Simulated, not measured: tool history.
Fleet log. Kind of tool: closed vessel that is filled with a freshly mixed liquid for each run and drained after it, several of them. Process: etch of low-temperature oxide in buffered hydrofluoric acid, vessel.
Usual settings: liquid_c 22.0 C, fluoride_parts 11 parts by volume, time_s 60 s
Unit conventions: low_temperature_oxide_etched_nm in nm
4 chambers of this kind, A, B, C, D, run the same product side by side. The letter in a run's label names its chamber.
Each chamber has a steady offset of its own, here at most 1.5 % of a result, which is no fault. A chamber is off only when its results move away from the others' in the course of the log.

run	day	liquid_c	fluoride_parts	time_s	hours since the thermometer was replaced	hours since the hydrofluoric acid flow meter was replaced	read-back film thickness of the low-temperature oxide reference wafer, read on the same gauge (nm)	low_temperature_oxide_etched_nm
1A	0.142	22.0	11	60	600.3	247.5	130.02	218.42
2D	0.229	22.0	11	60	90.5	658.5	129.98	217.80
3C	0.392	22.0	11	60	935.2	1274.0	130.00	217.52
4B	0.542	22.0	11	60	2147.0	1158.5	130.01	215.75
5C	0.692	22.0	11	60	942.4	1281.2	130.00	217.21
6D	0.838	22.0	11	60	105.1	673.1	129.98	212.47
7B	1.008	22.0	11	60	2158.2	1169.7	130.00	213.37
8A	1.088	19.0	11	85	623.0	270.2	130.00	255.19
9C	1.175	19.0	11	85	954.0	1292.8	129.99	257.34
10D	1.258	19.0	11	85	115.2	683.2	130.02	255.76
11B	1.396	19.0	11	85	2167.5	1179.0	130.00	260.23
12A	1.488	22.0	11	60	632.6	279.8	130.00	209.39
13B	1.638	22.0	11	60	2173.3	1184.8	130.03	215.72
14A	1.754	22.0	11	60	639.0	286.2	130.00	209.24
# day 1.771: chamber D: hydrofluoric acid flow meter replaced
15C	1.838	22.0	11	60	969.9	1308.7	130.01	215.26
16D	1.979	22.0	11	60	132.5	5.0	130.00	214.87
17C	2.104	22.0	11	60	976.3	1315.1	130.02	217.60
18A	2.229	20.5	11	40	650.4	297.6	129.99	125.91
19D	2.362	20.5	11	40	141.7	14.2	130.00	133.59
20B	2.492	20.5	11	40	2193.8	1205.3	130.00	134.61
21C	2.583	20.5	11	40	987.8	1326.6	130.01	131.73
22D	2.675	22.0	11	60	149.2	21.7	130.01	217.77
23A	2.829	22.0	11	70	664.8	312.0	130.01	233.01
24B	2.933	22.0	11	70	2204.4	1215.9	130.00	250.65

Decide between three cases: one chamber stands off from its peers, the gauge reading all wafers drifts, or nothing is wrong past each chamber's small offset. Where a chamber is off, say which and what most likely put it there.

It is chamber A that slowly wanders off from its peers.
Most likely cause: hydrofluoric acid flow below the setpoint (%) = 11.1.
From this log alone, it may not be told apart from: liquid colder than its thermometer reads (K).

Chamber A could run next with any of the 4 candidate recipes listed below; each alters the usual settings, and their results appear as question marks. Which one brings its results back in line with what the other chambers deliver on the usual settings?
Maximum distance from the other chambers' mean on the usual settings for a result to count as in line: low_temperature_oxide_etched_nm 6.10 nm
25A-1	3.062	22.5	11	70				?
25A-2	3.062	22.5	11	65				?
25A-3	3.062	22.0	13	60				?
25A-4	3.062	22.0	11	55				?

The mean the other chambers reach with the usual settings: low_temperature_oxide_etched_nm 216.21 nm
run	low_temperature_oxide_etched_nm
25A-1	235.07
25A-2	218.28
25A-3	166.02
25A-4	179.67
The answer is 25A-2, which returns the chamber to within the allowed miss of the others.
